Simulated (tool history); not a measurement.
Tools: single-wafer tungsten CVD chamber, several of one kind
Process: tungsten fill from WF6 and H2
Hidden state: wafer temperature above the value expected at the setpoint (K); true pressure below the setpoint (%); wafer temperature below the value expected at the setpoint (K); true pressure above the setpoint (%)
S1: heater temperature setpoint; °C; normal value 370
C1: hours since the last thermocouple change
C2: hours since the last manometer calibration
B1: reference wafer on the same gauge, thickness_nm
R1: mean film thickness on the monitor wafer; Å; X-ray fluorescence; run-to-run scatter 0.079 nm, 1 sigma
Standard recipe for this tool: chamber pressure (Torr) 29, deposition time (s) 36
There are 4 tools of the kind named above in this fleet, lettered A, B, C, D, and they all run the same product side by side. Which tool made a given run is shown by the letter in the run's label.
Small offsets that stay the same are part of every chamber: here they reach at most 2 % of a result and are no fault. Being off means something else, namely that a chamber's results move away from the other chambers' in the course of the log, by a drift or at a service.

{"run": "1C", "day": 0.233, "S1": 370, "chamber pressure (Torr)": 29, "deposition time (s)": 36, "C1": 603, "C2": 495.1, "B1": 67.402, "R1": 578.93}
{"run": "2B", "day": 0.533, "S1": 370, "chamber pressure (Torr)": 29, "deposition time (s)": 36, "C1": 1881.8, "C2": 345.4, "B1": 67.351, "R1": 569.62}
{"run": "3A", "day": 0.738, "S1": 370, "chamber pressure (Torr)": 29, "deposition time (s)": 36, "C1": 779.7, "C2": 1668, "B1": 67.347, "R1": 569.22}
{"run": "4D", "day": 0.975, "S1": 370, "chamber pressure (Torr)": 29, "deposition time (s)": 36, "C1": 980.4, "C2": 66.3, "B1": 67.371, "R1": 567.9}
{"run": "5B", "day": 1.192, "S1": 370, "chamber pressure (Torr)": 29, "deposition time (s)": 36, "C1": 1897.6, "C2": 361.2, "B1": 67.334, "R1": 570.74}
{"run": "6C", "day": 1.571, "S1": 379, "chamber pressure (Torr)": 29, "deposition time (s)": 36, "C1": 635.1, "C2": 527.2, "B1": 67.324, "R1": 700.73}
{"run": "7D", "day": 1.75, "S1": 379, "chamber pressure (Torr)": 29, "deposition time (s)": 36, "C1": 999, "C2": 84.9, "B1": 67.33, "R1": 683.46}
{"run": "8A", "day": 2.0, "S1": 379, "chamber pressure (Torr)": 29, "deposition time (s)": 36, "C1": 810, "C2": 1698.3, "B1": 67.303, "R1": 684.96}
{"run": "9D", "day": 2.221, "S1": 379, "chamber pressure (Torr)": 29, "deposition time (s)": 36, "C1": 1010.3, "C2": 96.2, "B1": 67.309, "R1": 684.19}
{"run": "10A", "day": 2.621, "S1": 370, "chamber pressure (Torr)": 29, "deposition time (s)": 36, "C1": 824.9, "C2": 1713.2, "B1": 67.265, "R1": 567.12}
{"run": "11B", "day": 2.9, "S1": 370, "chamber pressure (Torr)": 29, "deposition time (s)": 36, "C1": 1938.6, "C2": 402.2, "B1": 67.25, "R1": 569.11}
{"run": "12C", "day": 3.167, "S1": 370, "chamber pressure (Torr)": 29, "deposition time (s)": 36, "C1": 673.4, "C2": 565.5, "B1": 67.226, "R1": 577.93}
{"run": "13C", "day": 3.479, "S1": 370, "chamber pressure (Torr)": 29, "deposition time (s)": 36, "C1": 680.9, "C2": 573, "B1": 67.212, "R1": 578.14}
{"run": "14A", "day": 3.692, "S1": 370, "chamber pressure (Torr)": 29, "deposition time (s)": 36, "C1": 850.6, "C2": 1738.9, "B1": 67.205, "R1": 568.01}
{"run": "15B", "day": 3.929, "S1": 377, "chamber pressure (Torr)": 25.2, "deposition time (s)": 36, "C1": 1963.3, "C2": 426.9, "B1": 67.18, "R1": 616.86}
{"run": "16D", "day": 4.233, "S1": 377, "chamber pressure (Torr)": 25.2, "deposition time (s)": 36, "C1": 1058.6, "C2": 144.5, "B1": 67.158, "R1": 612.9}
{"day": 4.604, "done": "chamber B: thermocouple changed; heater temperature recalibrated"}
{"run": "17C", "day": 4.604, "S1": 377, "chamber pressure (Torr)": 25.2, "deposition time (s)": 36, "C1": 707.9, "C2": 600, "B1": 67.147, "R1": 626.1}
{"run": "18B", "day": 4.954, "S1": 377, "chamber pressure (Torr)": 25.2, "deposition time (s)": 36, "C1": 8.4, "C2": 451.5, "B1": 67.125, "R1": 616.13}
{"run": "19D", "day": 5.296, "S1": 370, "chamber pressure (Torr)": 33.2, "deposition time (s)": 36, "C1": 1084.1, "C2": 170, "B1": 67.14, "R1": 601.08}
{"run": "20A", "day": 5.512, "S1": 370, "chamber pressure (Torr)": 33.2, "deposition time (s)": 36, "C1": 894.3, "C2": 1782.6, "B1": 67.109, "R1": 602.42}
{"run": "21A", "day": 5.821, "S1": 370, "chamber pressure (Torr)": 33.2, "deposition time (s)": 36, "C1": 901.7, "C2": 1790, "B1": 67.091, "R1": 603.66}
{"run": "22D", "day": 6.183, "S1": 370, "chamber pressure (Torr)": 33.2, "deposition time (s)": 36, "C1": 1105.4, "C2": 191.3, "B1": 67.084, "R1": 600.84}
{"run": "23B", "day": 6.446, "S1": 370, "chamber pressure (Torr)": 29, "deposition time (s)": 36, "C1": 44.2, "C2": 487.3, "B1": 67.059, "R1": 569.85}
{"run": "24C", "day": 6.746, "S1": 370, "chamber pressure (Torr)": 29, "deposition time (s)": 36, "C1": 759.3, "C2": 651.4, "B1": 67.063, "R1": 577.56}
{"run": "25C", "day": 6.938, "S1": 370, "chamber pressure (Torr)": 29, "deposition time (s)": 36, "C1": 763.9, "C2": 656, "B1": 67.027, "R1": 577.29}
{"run": "26B", "day": 7.333, "S1": 370, "chamber pressure (Torr)": 29, "deposition time (s)": 36, "C1": 65.5, "C2": 508.6, "B1": 67.017, "R1": 568.99}

Has any chamber moved away from the others, gradually or after a service, or does the common gauge drift, or do the chambers differ only by their own small steady offsets? State the chamber and the most likely cause if one applies.

The shared gauge is drifting. All chambers look as if they move in step, but none is off.
Likeliest cause: gauge reads low (%) = 0.582.
